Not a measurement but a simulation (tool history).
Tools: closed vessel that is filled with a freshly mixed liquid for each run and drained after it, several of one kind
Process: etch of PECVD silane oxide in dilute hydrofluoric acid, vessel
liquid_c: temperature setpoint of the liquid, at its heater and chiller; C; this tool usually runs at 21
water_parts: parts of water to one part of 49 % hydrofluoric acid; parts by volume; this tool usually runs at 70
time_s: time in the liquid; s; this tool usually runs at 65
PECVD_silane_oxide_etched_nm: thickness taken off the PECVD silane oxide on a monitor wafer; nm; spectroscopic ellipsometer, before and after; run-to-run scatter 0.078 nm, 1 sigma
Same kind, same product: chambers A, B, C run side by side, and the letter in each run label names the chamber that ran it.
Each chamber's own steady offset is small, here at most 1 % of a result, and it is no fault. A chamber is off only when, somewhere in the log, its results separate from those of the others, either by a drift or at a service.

run,hour,liquid_c,water_parts,time_s,"read-back film thickness of the PECVD silane oxide reference wafer, read on the same gauge (nm)",PECVD_silane_oxide_etched_nm
1C,5.1,21,70,65,150.03,13.583
2B,14.9,21,70,65,150.01,13.711
3A,22.4,21,70,65,150,13.522
4B,29.8,21,70,65,150.01,13.564
# hour 36.9: chamber A: hydrofluoric acid flow meter replaced
5A,41.3,21,70,65,150,13.716
6C,52.4,21,70,65,149.98,13.746
7A,62.8,21,70,65,150,13.81
8B,69,21,70,65,149.99,13.872
9C,77,21,70,65,150,13.695
10A,83.6,21,70,65,149.99,13.858
11C,94.1,21,70,65,149.98,13.808
12B,102.9,21,70,65,150,13.688
13A,110.8,21,70,65,150.01,13.979
14B,121.6,21,70,65,149.99,13.785
15C,131.8,24,70,65,150.01,15.304
16B,139.9,24,70,65,149.98,15.568
17A,147.2,24,70,65,150.01,15.858
18C,156.8,21,70,65,150,13.65
19C,167.4,22.5,85,65,150.01,11.788
20A,179,22.5,85,65,150.01,12.139
21B,188,22.5,85,65,150.01,11.814
22C,194.3,21,70,65,150.04,13.649
23B,204.3,21,70,65,150.01,13.74
24A,212,21,70,65,149.99,14.365
25B,218.4,24,85,65,149.99,12.551
26C,228.2,24,85,65,150.02,12.454
27A,239.1,24,85,65,149.98,13.116
28C,245,21,70,65,149.99,13.706
29B,254.7,21,70,65,149.98,13.624
# hour 265.6: chamber B: thermometer replaced
30A,266.1,21,70,65,149.99,14.404
31B,276.6,21,70,65,150,13.688
32C,282.6,19,70,65,150.01,12.547
33A,292.8,19,70,65,150,13.25
34C,301.4,19,70,65,149.98,12.584

Decide between three cases: one chamber stands off from its peers, the gauge reading all wafers drifts, or nothing is wrong past each chamber's small offset. Where a chamber is off, say which and what most likely put it there.

Little by little, chamber A moves away from the other chambers.
Most likely cause: liquid hotter than its thermometer reads (K) = 1.73.

Which of the 4 candidates below, each the usual settings with something changed and its results left as question marks, puts chamber A back in line with what the other chambers give on the usual settings?
Maximum distance from the other chambers' mean on the usual settings for a result to count as in line: PECVD_silane_oxide_etched_nm 0.28 nm
35A-1,309.8,20.5,70,65,,?
35A-2,309.8,21.5,70,65,,?
35A-3,309.8,19.5,70,65,,?
35A-4,309.8,22.5,70,65,,?

Usual-settings mean across the other chambers: PECVD_silane_oxide_etched_nm 13.72 nm
run,PECVD_silane_oxide_etched_nm
35A-1,14.371
35A-2,14.972
35A-3,13.79
35A-4,15.586
35A-3 is the one that brings the chamber's results back in line with the other chambers.

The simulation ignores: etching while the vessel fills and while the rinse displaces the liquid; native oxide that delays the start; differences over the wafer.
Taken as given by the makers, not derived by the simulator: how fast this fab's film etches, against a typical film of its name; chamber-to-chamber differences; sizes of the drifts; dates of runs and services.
